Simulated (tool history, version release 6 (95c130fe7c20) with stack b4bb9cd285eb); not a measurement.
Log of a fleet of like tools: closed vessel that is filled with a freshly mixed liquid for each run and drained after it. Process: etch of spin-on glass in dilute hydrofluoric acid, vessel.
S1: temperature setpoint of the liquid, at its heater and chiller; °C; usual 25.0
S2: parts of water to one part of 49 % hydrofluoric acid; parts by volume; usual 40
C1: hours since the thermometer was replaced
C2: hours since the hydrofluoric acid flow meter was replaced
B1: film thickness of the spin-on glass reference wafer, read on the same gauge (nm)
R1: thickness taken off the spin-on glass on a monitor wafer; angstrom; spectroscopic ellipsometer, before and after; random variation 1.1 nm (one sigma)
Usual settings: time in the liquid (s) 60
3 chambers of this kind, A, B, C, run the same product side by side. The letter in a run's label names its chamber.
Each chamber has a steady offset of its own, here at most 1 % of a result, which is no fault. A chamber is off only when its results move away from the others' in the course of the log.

Run 1C, hour 11.2: usual settings; C1 491.1; C2 322.2; B1 99.995. Result: R1 1178.00 angstrom.
Run 2A, hour 17.0: usual settings; C1 639.0; C2 1429.2; B1 100.000. Result: R1 1155.60 angstrom.
Run 3B, hour 27.1: usual settings; C1 2265.3; C2 509.4; B1 99.997. Result: R1 1151.50 angstrom.
Run 4C, hour 36.3: usual settings; C1 516.2; C2 347.3; B1 99.985. Result: R1 1166.90 angstrom.
Run 5A, hour 46.7: usual settings; C1 668.7; C2 1458.9; B1 100.010. Result: R1 1143.40 angstrom.
Run 6B, hour 55.3: usual settings; C1 2293.5; C2 537.6; B1 100.020. Result: R1 1133.60 angstrom.
Run 7C, hour 62.8: usual settings; C1 542.7; C2 373.8; B1 99.994. Result: R1 1158.20 angstrom.
Run 8A, hour 71.9: usual settings; C1 693.9; C2 1484.1; B1 100.050. Result: R1 1152.00 angstrom.
Run 9B, hour 78.2: usual settings but S1 28.5 °C, S2 50 parts by volume; C1 2316.4; C2 560.5; B1 99.975. Result: R1 1026.90 angstrom.
At hour 83.7: chamber A: hydrofluoric acid flow meter replaced.
Run 10A, hour 86.7: usual settings but S1 28.5 °C, S2 50 parts by volume; C1 708.7; C2 3.1; B1 100.000. Result: R1 1055.60 angstrom.
Run 11C, hour 98.0: usual settings but S1 28.5 °C, S2 50 parts by volume; C1 577.9; C2 409.0; B1 99.993. Result: R1 1050.20 angstrom.
Run 12B, hour 111.1: usual settings; C1 2349.3; C2 593.4; B1 100.020. Result: R1 1161.30 angstrom.
Run 13C, hour 124.6: usual settings; C1 604.5; C2 435.6; B1 100.020. Result: R1 1156.50 angstrom.
Run 14B, hour 135.5: usual settings; C1 2373.7; C2 617.8; B1 100.020. Result: R1 1159.60 angstrom.
Run 15A, hour 146.9: usual settings; C1 768.9; C2 63.3; B1 100.010. Result: R1 1158.00 angstrom.
Run 16C, hour 154.1: usual settings; C1 634.0; C2 465.1; B1 100.000. Result: R1 1150.20 angstrom.
Run 17B, hour 160.5: usual settings but S2 50 parts by volume; C1 2398.7; C2 642.8; B1 100.010. Result: R1 912.70 angstrom.
Run 18A, hour 173.8: usual settings but S2 50 parts by volume; C1 795.8; C2 90.2; B1 99.978. Result: R1 920.41 angstrom.
Run 19C, hour 182.9: usual settings but S2 50 parts by volume; C1 662.8; C2 493.9; B1 99.998. Result: R1 883.53 angstrom.
Run 20A, hour 190.6: usual settings; C1 812.6; C2 107.0; B1 100.030. Result: R1 1159.90 angstrom.
Run 21B, hour 201.0: usual settings; C1 2439.2; C2 683.3; B1 100.020. Result: R1 1143.30 angstrom.
Run 22C, hour 212.9: usual settings; C1 692.8; C2 523.9; B1 100.000. Result: R1 1118.20 angstrom.
Run 23B, hour 226.3: usual settings but S2 50 parts by volume, time in the liquid (s) 90; C1 2464.5; C2 708.6; B1 100.010. Result: R1 1352.10 angstrom.
Run 24A, hour 232.6: usual settings but S2 50 parts by volume, time in the liquid (s) 90; C1 854.6; C2 149.0; B1 100.010. Result: R1 1382.40 angstrom.
Run 25B, hour 243.2: usual settings but S2 50 parts by volume, time in the liquid (s) 90; C1 2481.4; C2 725.5; B1 99.997. Result: R1 1364.20 angstrom.
Run 26A, hour 252.1: usual settings but time in the liquid (s) 80; C1 874.1; C2 168.5; B1 99.983. Result: R1 1539.70 angstrom.
Run 27C, hour 261.7: usual settings but time in the liquid (s) 80; C1 741.6; C2 572.7; B1 100.010. Result: R1 1473.10 angstrom.
Run 28A, hour 269.6: usual settings but time in the liquid (s) 80; C1 891.6; C2 186.0; B1 99.998. Result: R1 1531.20 angstrom.
Run 29B, hour 280.5: usual settings but S2 25 parts by volume, time in the liquid (s) 45; C1 2518.7; C2 762.8; B1 99.996. Result: R1 1397.00 angstrom.
Run 30C, hour 287.7: usual settings but S2 25 parts by volume, time in the liquid (s) 45; C1 767.6; C2 598.7; B1 100.000. Result: R1 1337.00 angstrom.

Is one chamber off against the others, does the gauge drift, or is nothing wrong? If a chamber is off, say which, and what the likeliest cause is.

Chamber C drifts away from the others.
Cause: hydrofluoric acid flow below the setpoint (%) = 6.96.
The log may not tell that from: liquid colder than its thermometer reads (K).

Here are 4 candidates for chamber C's next run, each the usual settings with a change, their results left as question marks. Which one brings its results back in line with what the others give on the usual settings?
In line means no further than this from the other chambers' mean on the usual settings: R1 39.00 angstrom
Run 31C-1, hour 297.4: usual settings but S1 26.5 °C. Result: R1 ?.
Run 31C-2, hour 297.4: usual settings but S1 23.5 °C. Result: R1 ?.
Run 31C-3, hour 297.4: usual settings but S2 45 parts by volume. Result: R1 ?.
Run 31C-4, hour 297.4: usual settings but S1 28.0 °C. Result: R1 ?.

The other chambers' mean on the usual settings: R1 1155.90 angstrom
  run       R1
31C-1  1148.90
31C-2  1016.60
31C-3   952.34
31C-4  1220.10
31C-1 brings the chamber back in line.
